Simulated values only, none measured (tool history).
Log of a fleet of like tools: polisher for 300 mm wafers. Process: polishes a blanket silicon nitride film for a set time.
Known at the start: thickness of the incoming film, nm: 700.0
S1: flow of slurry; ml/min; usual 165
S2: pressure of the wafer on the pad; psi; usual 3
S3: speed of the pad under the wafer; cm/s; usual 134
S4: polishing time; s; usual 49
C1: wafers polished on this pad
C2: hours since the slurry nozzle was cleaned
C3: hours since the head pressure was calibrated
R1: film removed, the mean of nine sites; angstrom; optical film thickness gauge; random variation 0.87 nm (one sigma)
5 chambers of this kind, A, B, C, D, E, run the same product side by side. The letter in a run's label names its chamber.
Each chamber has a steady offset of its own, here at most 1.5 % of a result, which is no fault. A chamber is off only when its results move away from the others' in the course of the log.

run 1E hour=7.9 | S1=165 S2=3 S3=134 S4=49 | C1=649 C2=93.6 C3=520.6 | R1=883.2
-- hour=10.8 chamber D: head pressure recalibrated
-- hour=14.8 chamber A: slurry nozzle cleaned
run 2B hour=17.9 | S1=165 S2=3 S3=134 S4=49 | C1=838 C2=265.7 C3=354.3 | R1=908.67
-- hour=19.1 chamber D: worn pad replaced by a new one
run 3C hour=25.5 | S1=165 S2=3 S3=134 S4=49 | C1=779 C2=426.4 C3=910.6 | R1=908.59
run 4D hour=30 | S1=165 S2=3 S3=134 S4=49 | C1=146 C2=168.1 C3=19.3 | R1=893.65
-- hour=31.9 chamber B: worn pad replaced by a new one
-- hour=34.2 chamber A: head pressure recalibrated
run 5A hour=39.7 | S1=165 S2=3 S3=134 S4=49 | C1=1277 C2=24.9 C3=5.5 | R1=911.9
-- hour=43.2 chamber C: worn pad replaced by a new one
run 6B hour=48.5 | S1=165 S2=3 S3=134 S4=49 | C1=223 C2=296.3 C3=384.9 | R1=912.65
-- hour=49.6 chamber A: worn pad replaced by a new one
run 7A hour=56.5 | S1=165 S2=3 S3=134 S4=49 | C1=93 C2=41.7 C3=22.3 | R1=894.58
-- hour=58 chamber E: worn pad replaced by a new one
run 8E hour=62.2 | S1=165 S2=3 S3=134 S4=49 | C1=57 C2=147.9 C3=574.9 | R1=915.51
run 9D hour=72.4 | S1=165 S2=3 S3=134 S4=49 | C1=715 C2=210.5 C3=61.7 | R1=888.44
run 10C hour=78 | S1=125 S2=3 S3=134 S4=49 | C1=467 C2=478.9 C3=963.1 | R1=859.13
run 11A hour=85.5 | S1=125 S2=3 S3=134 S4=49 | C1=482 C2=70.7 C3=51.3 | R1=850.98
run 12B hour=94.5 | S1=125 S2=3 S3=134 S4=49 | C1=840 C2=342.3 C3=430.9 | R1=852.88
-- hour=98.2 chamber D: worn pad replaced by a new one
run 13E hour=100.6 | S1=125 S2=3 S3=134 S4=49 | C1=572 C2=186.3 C3=613.3 | R1=869.67
-- hour=101.2 chamber B: worn pad replaced by a new one
run 14D hour=110 | S1=125 S2=3 S3=134 S4=49 | C1=158 C2=248.1 C3=99.3 | R1=827.09
run 15C hour=115.2 | S1=165 S2=3 S3=166 S4=63 | C1=966 C2=516.1 C3=1000.3 | R1=1379.5
run 16B hour=125.5 | S1=165 S2=3 S3=166 S4=63 | C1=326 C2=373.3 C3=461.9 | R1=1377.1
run 17C hour=134 | S1=165 S2=3 S3=166 S4=63 | C1=1218 C2=534.9 C3=1019.1 | R1=1342.6
-- hour=137.1 chamber C: worn pad replaced by a new one
-- hour=139.4 chamber E: worn pad replaced by a new one
run 18D hour=141.3 | S1=165 S2=3 S3=166 S4=63 | C1=578 C2=279.4 C3=130.6 | R1=1358.5
run 19E hour=151.3 | S1=165 S2=3 S3=166 S4=63 | C1=159 C2=237 C3=664 | R1=1380
run 20A hour=159 | S1=130 S2=3 S3=134 S4=49 | C1=1469 C2=144.2 C3=124.8 | R1=848.49
-- hour=159.3 chamber A: worn pad replaced by a new one
run 21B hour=166.5 | S1=130 S2=3 S3=134 S4=49 | C1=876 C2=414.3 C3=502.9 | R1=882.45
-- hour=170.2 chamber D: worn pad replaced by a new one
run 22A hour=172.2 | S1=130 S2=3 S3=134 S4=49 | C1=173 C2=157.4 C3=138 | R1=859.31
-- hour=177.8 chamber B: worn pad replaced by a new one
run 23D hour=179.5 | S1=130 S2=3 S3=134 S4=49 | C1=125 C2=317.6 C3=168.8 | R1=848.22
run 24C hour=187.8 | S1=130 S2=3 S3=134 S4=49 | C1=681 C2=588.7 C3=1072.9 | R1=841.67
run 25E hour=193.2 | S1=165 S2=3 S3=134 S4=49 | C1=722 C2=278.9 C3=705.9 | R1=902.32
run 26E hour=203.3 | S1=165 S2=3 S3=134 S4=49 | C1=857 C2=289 C3=716 | R1=906.76
-- hour=211.7 chamber C: worn pad replaced by a new one
run 27D hour=213.7 | S1=165 S2=3 S3=134 S4=49 | C1=584 C2=351.8 C3=203 | R1=890.07
-- hour=214.6 chamber C: head pressure recalibrated
-- hour=216.3 chamber E: worn pad replaced by a new one
run 28A hour=220 | S1=165 S2=3 S3=134 S4=49 | C1=814 C2=205.2 C3=185.8 | R1=878.07
-- hour=225.1 chamber C: slurry nozzle cleaned
run 29C hour=229.6 | S1=165 S2=3 S3=134 S4=49 | C1=240 C2=4.5 C3=15 | R1=995.77
-- hour=235.5 chamber A: slurry nozzle cleaned
run 30B hour=238.2 | S1=165 S2=3 S3=134 S4=49 | C1=810 C2=486 C3=574.6 | R1=891.63
-- hour=244.1 chamber D: worn pad replaced by a new one
run 31E hour=245.4 | S1=165 S2=3 S3=134 S4=49 | C1=391 C2=331.1 C3=758.1 | R1=905.97
-- hour=246.1 chamber B: worn pad replaced by a new one
run 32D hour=253.7 | S1=165 S2=2.1 S3=134 S4=36 | C1=129 C2=391.8 C3=243 | R1=458.38
run 33A hour=258.2 | S1=165 S2=2.1 S3=134 S4=36 | C1=1327 C2=22.8 C3=224 | R1=461.2
-- hour=262.5 chamber A: worn pad replaced by a new one
run 34B hour=265.5 | S1=165 S2=2.1 S3=134 S4=36 | C1=260 C2=513.3 C3=601.9 | R1=471.26
run 35C hour=275.1 | S1=165 S2=2.1 S3=134 S4=36 | C1=851 C2=50 C3=60.5 | R1=515.97
run 36C hour=280.8 | S1=165 S2=2.1 S3=134 S4=36 | C1=927 C2=55.7 C3=66.2 | R1=510.1
run 37B hour=286.7 | S1=165 S2=3 S3=134 S4=49 | C1=545 C2=534.5 C3=623.1 | R1=903.38
run 38D hour=296.7 | S1=165 S2=2.6 S3=134 S4=49 | C1=706 C2=434.8 C3=286 | R1=771.88
run 39A hour=304.9 | S1=165 S2=2.6 S3=134 S4=49 | C1=569 C2=69.5 C3=270.7 | R1=771.21
run 40E hour=309.7 | S1=165 S2=2.6 S3=134 S4=49 | C1=1253 C2=395.4 C3=822.4 | R1=783.31
-- hour=310.5 chamber B: worn pad replaced by a new one
-- hour=312.8 chamber E: worn pad replaced by a new one
run 41D hour=314.2 | S1=165 S2=2.6 S3=134 S4=49 | C1=941 C2=452.3 C3=303.5 | R1=769.89
run 42E hour=320.7 | S1=165 S2=2.6 S3=134 S4=49 | C1=106 C2=406.4 C3=833.4 | R1=773.15
run 43B hour=330.4 | S1=165 S2=3 S3=134 S4=43 | C1=267 C2=578.2 C3=666.8 | R1=796.52
run 44A hour=337.3 | S1=165 S2=3 S3=134 S4=43 | C1=1004 C2=101.9 C3=303.1 | R1=773.27

All 5 chambers run these settings next. Forecast each chamber's results:
run 45A hour=344.7 | S1=210 S2=3 S3=134 S4=49 | R1=?
run 45B hour=344.7 | S1=210 S2=3 S3=134 S4=49 | R1=?
run 45C hour=344.7 | S1=210 S2=3 S3=134 S4=49 | R1=?
run 45D hour=344.7 | S1=210 S2=3 S3=134 S4=49 | R1=?
run 45E hour=344.7 | S1=210 S2=3 S3=134 S4=49 | R1=?

run=45A R1=927.68
run=45B R1=942.41
run=45C R1=998.46
run=45D R1=928.1
run=45E R1=937.16
